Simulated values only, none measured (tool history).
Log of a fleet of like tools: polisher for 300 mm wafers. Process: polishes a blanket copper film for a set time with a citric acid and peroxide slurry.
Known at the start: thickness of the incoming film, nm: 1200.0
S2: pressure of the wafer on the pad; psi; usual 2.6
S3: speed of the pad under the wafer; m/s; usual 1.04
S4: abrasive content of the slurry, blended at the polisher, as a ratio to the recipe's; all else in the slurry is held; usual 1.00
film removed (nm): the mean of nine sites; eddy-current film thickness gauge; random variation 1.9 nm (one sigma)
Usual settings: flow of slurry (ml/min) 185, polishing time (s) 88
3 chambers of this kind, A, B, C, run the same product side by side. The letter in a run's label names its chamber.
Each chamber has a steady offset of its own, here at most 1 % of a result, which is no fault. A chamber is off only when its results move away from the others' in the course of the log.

run 1C hour=8.8 | flow_of_slurry_(ml/min)=185 S2=2.6 S3=1.04 S4=1.00 polishing_time_(s)=88 | film_removed_(nm)=146.230
run 2A hour=16.6 | flow_of_slurry_(ml/min)=185 S2=2.6 S3=1.04 S4=1.00 polishing_time_(s)=88 | film_removed_(nm)=146.700
run 3B hour=21.5 | flow_of_slurry_(ml/min)=185 S2=2.6 S3=1.04 S4=1.00 polishing_time_(s)=88 | film_removed_(nm)=144.850
-- hour=23.8 chamber C: head pressure recalibrated
-- hour=30.3 chamber A: slurry blender recalibrated
run 4B hour=30.8 | flow_of_slurry_(ml/min)=185 S2=2.6 S3=1.04 S4=1.00 polishing_time_(s)=88 | film_removed_(nm)=146.040
-- hour=31.4 chamber C: worn pad replaced by a new one
run 5C hour=39.8 | flow_of_slurry_(ml/min)=185 S2=2.6 S3=1.04 S4=1.00 polishing_time_(s)=88 | film_removed_(nm)=145.090
run 6A hour=46.7 | flow_of_slurry_(ml/min)=185 S2=3.2 S3=1.04 S4=1.00 polishing_time_(s)=88 | film_removed_(nm)=176.530
-- hour=52.0 chamber B: worn pad replaced by a new one
-- hour=52.4 chamber A: worn pad replaced by a new one
run 7C hour=57.6 | flow_of_slurry_(ml/min)=185 S2=3.2 S3=1.04 S4=1.00 polishing_time_(s)=88 | film_removed_(nm)=180.870
run 8B hour=65.3 | flow_of_slurry_(ml/min)=185 S2=3.2 S3=1.04 S4=1.00 polishing_time_(s)=88 | film_removed_(nm)=179.940
run 9A hour=73.8 | flow_of_slurry_(ml/min)=185 S2=2.6 S3=1.04 S4=1.00 polishing_time_(s)=88 | film_removed_(nm)=145.800
run 10B hour=79.4 | flow_of_slurry_(ml/min)=185 S2=2.6 S3=1.04 S4=1.00 polishing_time_(s)=88 | film_removed_(nm)=147.690
-- hour=79.8 chamber C: worn pad replaced by a new one
run 11C hour=87.9 | flow_of_slurry_(ml/min)=185 S2=2.6 S3=1.04 S4=1.00 polishing_time_(s)=88 | film_removed_(nm)=144.900
run 12A hour=95.1 | flow_of_slurry_(ml/min)=185 S2=2.6 S3=1.04 S4=1.00 polishing_time_(s)=88 | film_removed_(nm)=143.380
run 13C hour=104.9 | flow_of_slurry_(ml/min)=185 S2=2.6 S3=1.04 S4=0.80 polishing_time_(s)=88 | film_removed_(nm)=138.210
run 14B hour=109.7 | flow_of_slurry_(ml/min)=185 S2=2.6 S3=1.04 S4=0.80 polishing_time_(s)=88 | film_removed_(nm)=138.540
-- hour=110.0 chamber B: worn pad replaced by a new one
run 15A hour=119.8 | flow_of_slurry_(ml/min)=185 S2=2.6 S3=1.04 S4=0.80 polishing_time_(s)=88 | film_removed_(nm)=140.830
-- hour=121.1 chamber A: worn pad replaced by a new one
run 16A hour=124.8 | flow_of_slurry_(ml/min)=185 S2=2.6 S3=1.04 S4=1.00 polishing_time_(s)=88 | film_removed_(nm)=143.560
run 17B hour=132.4 | flow_of_slurry_(ml/min)=185 S2=2.6 S3=1.04 S4=1.00 polishing_time_(s)=88 | film_removed_(nm)=143.760
-- hour=136.3 chamber C: worn pad replaced by a new one
run 18C hour=141.6 | flow_of_slurry_(ml/min)=185 S2=2.6 S3=1.04 S4=1.00 polishing_time_(s)=88 | film_removed_(nm)=145.010
run 19A hour=151.3 | flow_of_slurry_(ml/min)=185 S2=2.6 S3=1.04 S4=1.00 polishing_time_(s)=88 | film_removed_(nm)=144.820
run 20C hour=157.1 | flow_of_slurry_(ml/min)=185 S2=2.6 S3=1.04 S4=1.10 polishing_time_(s)=88 | film_removed_(nm)=148.130
-- hour=162.0 chamber B: worn pad replaced by a new one
run 21B hour=162.0 | flow_of_slurry_(ml/min)=185 S2=2.6 S3=1.04 S4=1.10 polishing_time_(s)=88 | film_removed_(nm)=152.480
run 22B hour=172.5 | flow_of_slurry_(ml/min)=185 S2=2.6 S3=1.04 S4=1.10 polishing_time_(s)=88 | film_removed_(nm)=150.090
run 23C hour=179.0 | flow_of_slurry_(ml/min)=185 S2=2.6 S3=1.04 S4=1.00 polishing_time_(s)=88 | film_removed_(nm)=142.460
-- hour=180.0 chamber B: slurry blender recalibrated
run 24A hour=184.3 | flow_of_slurry_(ml/min)=185 S2=2.6 S3=1.04 S4=1.00 polishing_time_(s)=88 | film_removed_(nm)=149.530
-- hour=185.6 chamber A: worn pad replaced by a new one
run 25B hour=192.6 | flow_of_slurry_(ml/min)=185 S2=2.6 S3=1.04 S4=0.75 polishing_time_(s)=88 | film_removed_(nm)=138.120
-- hour=195.2 chamber C: worn pad replaced by a new one
run 26C hour=201.8 | flow_of_slurry_(ml/min)=185 S2=2.6 S3=1.04 S4=0.75 polishing_time_(s)=88 | film_removed_(nm)=131.520
run 27A hour=210.2 | flow_of_slurry_(ml/min)=185 S2=2.6 S3=1.04 S4=0.75 polishing_time_(s)=88 | film_removed_(nm)=137.290
-- hour=215.5 chamber B: worn pad replaced by a new one
run 28C hour=217.1 | flow_of_slurry_(ml/min)=185 S2=2.6 S3=1.04 S4=1.00 polishing_time_(s)=88 | film_removed_(nm)=140.500
-- hour=222.0 chamber C: slurry blender recalibrated
run 29B hour=227.1 | flow_of_slurry_(ml/min)=185 S2=2.6 S3=1.04 S4=1.00 polishing_time_(s)=88 | film_removed_(nm)=143.040
run 30A hour=233.9 | flow_of_slurry_(ml/min)=185 S2=2.6 S3=1.04 S4=1.00 polishing_time_(s)=88 | film_removed_(nm)=144.080
run 31C hour=243.0 | flow_of_slurry_(ml/min)=185 S2=2.6 S3=1.04 S4=1.00 polishing_time_(s)=88 | film_removed_(nm)=136.560
run 32A hour=253.6 | flow_of_slurry_(ml/min)=185 S2=1.7 S3=1.04 S4=1.00 polishing_time_(s)=88 | film_removed_(nm)=95.459
run 33B hour=263.1 | flow_of_slurry_(ml/min)=185 S2=1.7 S3=1.04 S4=1.00 polishing_time_(s)=88 | film_removed_(nm)=97.808
-- hour=264.8 chamber A: worn pad replaced by a new one
-- hour=266.7 chamber A: slurry nozzle cleaned
run 34A hour=269.3 | flow_of_slurry_(ml/min)=185 S2=1.7 S3=1.04 S4=1.00 polishing_time_(s)=88 | film_removed_(nm)=96.808

Next, every chamber runs the same settings. What will each give?
run 35A hour=277.2 | flow_of_slurry_(ml/min)=185 S2=2.6 S3=1.04 S4=1.00 polishing_time_(s)=88 | film_removed_(nm)=?
run 35B hour=277.2 | flow_of_slurry_(ml/min)=185 S2=2.6 S3=1.04 S4=1.00 polishing_time_(s)=88 | film_removed_(nm)=?
run 35C hour=277.2 | flow_of_slurry_(ml/min)=185 S2=2.6 S3=1.04 S4=1.00 polishing_time_(s)=88 | film_removed_(nm)=?

run=35A film_removed_(nm)=145.060
run=35B film_removed_(nm)=145.920
run=35C film_removed_(nm)=135.720
